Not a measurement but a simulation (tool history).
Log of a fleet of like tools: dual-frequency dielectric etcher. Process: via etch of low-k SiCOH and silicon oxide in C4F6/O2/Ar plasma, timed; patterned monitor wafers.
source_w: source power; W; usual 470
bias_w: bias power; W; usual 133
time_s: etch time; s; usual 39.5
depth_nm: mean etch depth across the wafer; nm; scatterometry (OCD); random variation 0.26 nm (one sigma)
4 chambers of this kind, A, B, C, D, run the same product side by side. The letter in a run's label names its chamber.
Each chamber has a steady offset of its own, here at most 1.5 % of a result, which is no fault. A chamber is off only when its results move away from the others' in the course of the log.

| run | day | source_w | bias_w | time_s | hours since the last wet clean | hours since the last source power generator calibration | hours since the last bias power generator calibration | read-back reference wafer on the same gauge, depth_nm | depth_nm |
|---|---|---|---|---|---|---|---|---|---|
| 1B | 0.575 | 470 | 133 | 39.5 | 14.5 | 2696.5 | 2387.8 | 92.971 | 99.719 |
| 2C | 0.867 | 470 | 133 | 39.5 | 306.8 | 1079.8 | 2938.5 | 92.966 | 100.000 |
| 3A | 1.171 | 470 | 133 | 39.5 | 382.6 | 3312.3 | 1421.5 | 93.009 | 100.450 |
| 4D | 1.688 | 470 | 133 | 39.5 | 410.7 | 1738.2 | 129.9 | 93.057 | 101.170 |
| 5D | 2.067 | 470 | 133 | 39.5 | 419.8 | 1747.3 | 139.0 | 93.018 | 100.640 |
| 6B | 2.483 | 510 | 133 | 39.5 | 60.3 | 2742.3 | 2433.6 | 92.999 | 102.970 |
| 7C | 3.017 | 510 | 133 | 39.5 | 358.4 | 1131.4 | 2990.1 | 93.039 | 103.350 |
| 8A | 3.558 | 510 | 133 | 39.5 | 439.9 | 3369.6 | 1478.8 | 93.024 | 103.330 |
| 9C | 3.979 | 510 | 133 | 39.5 | 381.5 | 1154.5 | 3013.2 | 93.070 | 103.440 |
|  | 4.079 | chamber D: wet clean of the chamber |
| 10B | 4.325 | 470 | 133 | 39.5 | 104.5 | 2786.5 | 2477.8 | 93.012 | 99.435 |
| 11A | 4.692 | 470 | 133 | 39.5 | 467.1 | 3396.8 | 1506.0 | 93.057 | 99.713 |
| 12D | 5.042 | 470 | 133 | 39.5 | 23.1 | 1818.7 | 210.4 | 93.027 | 100.770 |
|  | 5.292 | chamber A: bias power generator calibrated |
| 13D | 5.542 | 470 | 133 | 39.5 | 35.1 | 1830.7 | 222.4 | 92.977 | 101.300 |
| 14A | 5.867 | 470 | 133 | 39.5 | 495.3 | 3425.0 | 13.8 | 92.973 | 99.811 |
| 15B | 6.471 | 470 | 133 | 39.5 | 156.0 | 2838.0 | 2529.3 | 92.985 | 99.140 |
| 16C | 7.117 | 470 | 133 | 39.5 | 456.8 | 1229.8 | 3088.5 | 92.917 | 100.250 |
| 17B | 7.671 | 570 | 133 | 39.5 | 184.8 | 2866.8 | 2558.1 | 92.984 | 107.240 |
| 18D | 7.983 | 570 | 133 | 39.5 | 93.7 | 1889.3 | 281.0 | 92.982 | 108.950 |
| 19C | 8.492 | 570 | 133 | 39.5 | 489.8 | 1262.8 | 3121.5 | 92.999 | 107.490 |
| 20A | 8.779 | 570 | 133 | 39.5 | 565.2 | 3494.9 | 83.7 | 92.994 | 106.560 |
| 21C | 9.112 | 470 | 133 | 39.5 | 504.7 | 1277.7 | 3136.4 | 93.013 | 99.798 |
|  | 9.125 | chamber C: bias power generator calibrated |
| 22B | 9.742 | 470 | 133 | 39.5 | 234.5 | 2916.5 | 2607.8 | 93.014 | 99.439 |
| 23A | 10.279 | 470 | 133 | 39.5 | 601.2 | 3530.9 | 119.7 | 92.976 | 98.631 |
| 24D | 10.800 | 470 | 133 | 39.5 | 161.3 | 1956.9 | 348.6 | 93.041 | 100.680 |
| 25D | 11.142 | 470 | 133 | 39.5 | 169.5 | 1965.1 | 356.8 | 93.031 | 100.930 |
| 26C | 11.762 | 470 | 133 | 39.5 | 568.3 | 1341.3 | 63.3 | 92.982 | 100.140 |
| 27A | 12.108 | 470 | 133 | 39.5 | 645.1 | 3574.8 | 163.6 | 92.950 | 98.102 |
| 28B | 12.554 | 470 | 133 | 39.5 | 302.0 | 2984.0 | 2675.3 | 92.963 | 99.126 |
| 29A | 13.188 | 470 | 133 | 39.5 | 671.0 | 3600.7 | 189.5 | 92.935 | 98.104 |
|  | 13.438 | chamber B: source power generator calibrated |
| 30C | 13.567 | 470 | 133 | 39.5 | 611.6 | 1384.6 | 106.6 | 93.025 | 100.160 |
| 31B | 13.988 | 470 | 133 | 39.5 | 336.4 | 13.2 | 2709.7 | 92.979 | 99.211 |
| 32D | 14.425 | 470 | 133 | 39.5 | 248.3 | 2043.9 | 435.6 | 93.035 | 100.730 |
| 33B | 14.933 | 470 | 133 | 39.5 | 359.1 | 35.9 | 2732.4 | 93.002 | 99.640 |
|  | 15.188 | chamber C: wet clean of the chamber |
| 34D | 15.529 | 470 | 133 | 39.5 | 274.8 | 2070.4 | 462.1 | 93.010 | 100.700 |
| 35C | 15.900 | 470 | 133 | 39.5 | 17.1 | 1440.6 | 162.6 | 93.007 | 100.360 |
| 36A | 16.367 | 470 | 133 | 39.5 | 747.3 | 3677.0 | 265.8 | 92.992 | 97.137 |
| 37A | 16.917 | 470 | 133 | 39.5 | 760.5 | 3690.2 | 279.0 | 92.959 | 97.126 |
| 38D | 17.200 | 470 | 133 | 39.5 | 314.9 | 2110.5 | 502.2 | 92.965 | 100.660 |
|  | 17.554 | chamber B: wet clean of the chamber |
| 39B | 17.738 | 470 | 133 | 39.5 | 4.4 | 103.2 | 2799.7 | 92.972 | 99.747 |
| 40C | 18.275 | 470 | 133 | 39.5 | 74.1 | 1497.6 | 219.6 | 93.055 | 100.080 |

Next, every chamber runs the same settings. What will each give?
| 41A | 18.742 | 470 | 133 | 39.5 |  |  |  |  | ? |
| 41B | 18.742 | 470 | 133 | 39.5 |  |  |  |  | ? |
| 41C | 18.742 | 470 | 133 | 39.5 |  |  |  |  | ? |
| 41D | 18.742 | 470 | 133 | 39.5 |  |  |  |  | ? |

| run | depth_nm |
|---|---|
| 41A | 96.663 |
| 41B | 99.389 |
| 41C | 100.430 |
| 41D | 101.080 |
